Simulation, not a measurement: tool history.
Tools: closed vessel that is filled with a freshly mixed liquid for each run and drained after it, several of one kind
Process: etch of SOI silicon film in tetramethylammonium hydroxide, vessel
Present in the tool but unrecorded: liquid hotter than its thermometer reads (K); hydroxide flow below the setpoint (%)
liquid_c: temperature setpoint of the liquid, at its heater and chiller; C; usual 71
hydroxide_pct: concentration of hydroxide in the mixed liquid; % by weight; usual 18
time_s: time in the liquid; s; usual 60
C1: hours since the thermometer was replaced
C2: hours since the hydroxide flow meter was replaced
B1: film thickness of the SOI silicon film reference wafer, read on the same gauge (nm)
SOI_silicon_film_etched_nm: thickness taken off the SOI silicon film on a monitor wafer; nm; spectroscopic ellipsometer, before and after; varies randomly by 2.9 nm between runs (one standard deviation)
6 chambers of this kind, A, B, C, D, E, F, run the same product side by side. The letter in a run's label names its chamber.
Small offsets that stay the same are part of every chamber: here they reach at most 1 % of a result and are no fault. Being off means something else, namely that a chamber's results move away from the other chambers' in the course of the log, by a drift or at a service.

run 1E day=0.421 | liquid_c=71 hydroxide_pct=18 time_s=60 | C1=905.9 C2=647.4 | B1=90.012 | SOI_silicon_film_etched_nm=353.21
-- day=0.496 chamber E: hydroxide flow meter replaced
run 2D day=0.925 | liquid_c=71 hydroxide_pct=18 time_s=60 | C1=1108.3 C2=812.2 | B1=90.012 | SOI_silicon_film_etched_nm=355
run 3C day=1.333 | liquid_c=71 hydroxide_pct=18 time_s=60 | C1=570.6 C2=172.8 | B1=89.987 | SOI_silicon_film_etched_nm=350.61
-- day=1.404 chamber A: thermometer replaced
run 4B day=1.933 | liquid_c=71 hydroxide_pct=18 time_s=60 | C1=803.4 C2=1435.9 | B1=89.994 | SOI_silicon_film_etched_nm=346.93
run 5F day=2.342 | liquid_c=71 hydroxide_pct=18 time_s=60 | C1=288.3 C2=429.5 | B1=90.018 | SOI_silicon_film_etched_nm=347.29
run 6A day=2.708 | liquid_c=71 hydroxide_pct=18 time_s=60 | C1=31.3 C2=684.8 | B1=89.99 | SOI_silicon_film_etched_nm=358.7
-- day=3.217 chamber C: thermometer replaced
run 7C day=3.246 | liquid_c=71 hydroxide_pct=18 time_s=60 | C1=0.7 C2=218.7 | B1=90.01 | SOI_silicon_film_etched_nm=348.07
-- day=3.367 chamber D: hydroxide flow meter replaced
run 8D day=3.725 | liquid_c=71 hydroxide_pct=18 time_s=60 | C1=1175.5 C2=8.7 | B1=90.01 | SOI_silicon_film_etched_nm=354.51
run 9A day=4 | liquid_c=71 hydroxide_pct=18 time_s=60 | C1=62.3 C2=715.8 | B1=90.022 | SOI_silicon_film_etched_nm=349.29
run 10E day=4.458 | liquid_c=74.5 hydroxide_pct=18 time_s=60 | C1=1002.8 C2=95.1 | B1=90.016 | SOI_silicon_film_etched_nm=433.95
run 11F day=5.071 | liquid_c=74.5 hydroxide_pct=18 time_s=60 | C1=353.8 C2=495 | B1=89.999 | SOI_silicon_film_etched_nm=428.45
run 12B day=5.7 | liquid_c=74.5 hydroxide_pct=18 time_s=60 | C1=893.8 C2=1526.3 | B1=90.001 | SOI_silicon_film_etched_nm=425.62
run 13E day=6.192 | liquid_c=74.5 hydroxide_pct=18 time_s=60 | C1=1044.4 C2=136.7 | B1=90.029 | SOI_silicon_film_etched_nm=439.32
-- day=6.333 chamber B: thermometer replaced
run 14B day=6.729 | liquid_c=74.5 hydroxide_pct=18 time_s=60 | C1=9.5 C2=1551 | B1=90.011 | SOI_silicon_film_etched_nm=431.09
run 15F day=7.025 | liquid_c=74.5 hydroxide_pct=18 time_s=60 | C1=400.7 C2=541.9 | B1=89.981 | SOI_silicon_film_etched_nm=427.08
run 16A day=7.646 | liquid_c=71 hydroxide_pct=18 time_s=60 | C1=149.8 C2=803.3 | B1=90.002 | SOI_silicon_film_etched_nm=348.99
run 17D day=8.262 | liquid_c=71 hydroxide_pct=18 time_s=60 | C1=1284.4 C2=117.6 | B1=89.995 | SOI_silicon_film_etched_nm=352.77
run 18C day=8.575 | liquid_c=71 hydroxide_pct=18 time_s=60 | C1=128.6 C2=346.6 | B1=90.005 | SOI_silicon_film_etched_nm=350.31
run 19B day=9.038 | liquid_c=71 hydroxide_pct=18 time_s=60 | C1=64.9 C2=1606.4 | B1=89.998 | SOI_silicon_film_etched_nm=347.81
run 20F day=9.425 | liquid_c=71 hydroxide_pct=18 time_s=60 | C1=458.3 C2=599.5 | B1=89.982 | SOI_silicon_film_etched_nm=350.79
run 21A day=9.788 | liquid_c=71 hydroxide_pct=18 time_s=60 | C1=201.2 C2=854.7 | B1=89.985 | SOI_silicon_film_etched_nm=356.66
run 22C day=10.346 | liquid_c=71 hydroxide_pct=18 time_s=60 | C1=171.1 C2=389.1 | B1=90.014 | SOI_silicon_film_etched_nm=358.26
run 23E day=10.662 | liquid_c=71 hydroxide_pct=18 time_s=60 | C1=1151.7 C2=244 | B1=89.991 | SOI_silicon_film_etched_nm=370.12
run 24D day=10.979 | liquid_c=71 hydroxide_pct=18 time_s=60 | C1=1349.6 C2=182.8 | B1=89.988 | SOI_silicon_film_etched_nm=353.37
run 25C day=11.496 | liquid_c=71 hydroxide_pct=18 time_s=60 | C1=198.7 C2=416.7 | B1=89.981 | SOI_silicon_film_etched_nm=350.12
run 26B day=11.85 | liquid_c=71 hydroxide_pct=18 time_s=60 | C1=132.4 C2=1673.9 | B1=89.99 | SOI_silicon_film_etched_nm=348.13
run 27A day=12.196 | liquid_c=71 hydroxide_pct=18 time_s=60 | C1=259 C2=912.5 | B1=90.022 | SOI_silicon_film_etched_nm=348.04
run 28E day=12.517 | liquid_c=71 hydroxide_pct=18 time_s=60 | C1=1196.2 C2=288.5 | B1=89.995 | SOI_silicon_film_etched_nm=374.05
run 29D day=12.908 | liquid_c=71 hydroxide_pct=18 time_s=60 | C1=1395.9 C2=229.1 | B1=90.006 | SOI_silicon_film_etched_nm=349.6
run 30F day=13.217 | liquid_c=71 hydroxide_pct=18 time_s=60 | C1=549.3 C2=690.5 | B1=90.027 | SOI_silicon_film_etched_nm=348.63
run 31E day=13.638 | liquid_c=71 hydroxide_pct=18 time_s=60 | C1=1223.1 C2=315.4 | B1=90.003 | SOI_silicon_film_etched_nm=371.83
-- day=13.967 chamber C: hydroxide flow meter replaced
run 32B day=14.175 | liquid_c=71 hydroxide_pct=18 time_s=60 | C1=188.2 C2=1729.7 | B1=89.983 | SOI_silicon_film_etched_nm=350.26
run 33D day=14.783 | liquid_c=71 hydroxide_pct=18 time_s=60 | C1=1440.9 C2=274.1 | B1=89.996 | SOI_silicon_film_etched_nm=351.43
run 34C day=15.188 | liquid_c=71 hydroxide_pct=18 time_s=60 | C1=287.3 C2=29.3 | B1=90.003 | SOI_silicon_film_etched_nm=348.11
run 35F day=15.7 | liquid_c=71 hydroxide_pct=18 time_s=60 | C1=608.9 C2=750.1 | B1=89.996 | SOI_silicon_film_etched_nm=346.64
run 36A day=15.992 | liquid_c=71 hydroxide_pct=18 time_s=60 | C1=350.1 C2=1003.6 | B1=89.996 | SOI_silicon_film_etched_nm=356.16
run 37B day=16.583 | liquid_c=71 hydroxide_pct=18 time_s=60 | C1=246 C2=1787.5 | B1=90.022 | SOI_silicon_film_etched_nm=348.74
run 38E day=16.954 | liquid_c=71 hydroxide_pct=18 time_s=60 | C1=1302.7 C2=395 | B1=90.001 | SOI_silicon_film_etched_nm=378.62
run 39C day=17.408 | liquid_c=71 hydroxide_pct=18 time_s=60 | C1=340.6 C2=82.6 | B1=90.015 | SOI_silicon_film_etched_nm=351.17
run 40F day=17.95 | liquid_c=71 hydroxide_pct=18 time_s=60 | C1=662.9 C2=804.1 | B1=89.995 | SOI_silicon_film_etched_nm=342.27
run 41D day=18.308 | liquid_c=71 hydroxide_pct=18 time_s=60 | C1=1525.5 C2=358.7 | B1=89.965 | SOI_silicon_film_etched_nm=351.43
run 42A day=18.667 | liquid_c=71 hydroxide_pct=18 time_s=60 | C1=414.3 C2=1067.8 | B1=90.001 | SOI_silicon_film_etched_nm=351.82

Is one chamber off against the others, does the gauge drift, or is nothing wrong? If a chamber is off, say which, and what the likeliest cause is.

Little by little, chamber E moves away from the other chambers.
Most likely cause: liquid hotter than its thermometer reads (K) = 1.54.

Which of the 4 candidates below, each the usual settings with something changed and its results left as question marks, puts chamber E back in line with what the other chambers give on the usual settings?
In line here means within this much of the mean the other chambers give on the usual settings: SOI_silicon_film_etched_nm 10 nm
run 43E-1 day=19.112 | liquid_c=69.5 hydroxide_pct=18 time_s=60 | SOI_silicon_film_etched_nm=?
run 43E-2 day=19.112 | liquid_c=71 hydroxide_pct=20 time_s=60 | SOI_silicon_film_etched_nm=?
run 43E-3 day=19.112 | liquid_c=71 hydroxide_pct=14.5 time_s=60 | SOI_silicon_film_etched_nm=?
run 43E-4 day=19.112 | liquid_c=71.5 hydroxide_pct=18 time_s=60 | SOI_silicon_film_etched_nm=?

Usual-settings mean across the other chambers: SOI_silicon_film_etched_nm 350.72 nm
run=43E-1 SOI_silicon_film_etched_nm=350.7
run=43E-2 SOI_silicon_film_etched_nm=365.86
run=43E-3 SOI_silicon_film_etched_nm=416.72
run=43E-4 SOI_silicon_film_etched_nm=394.3
43E-1 brings the chamber back in line.
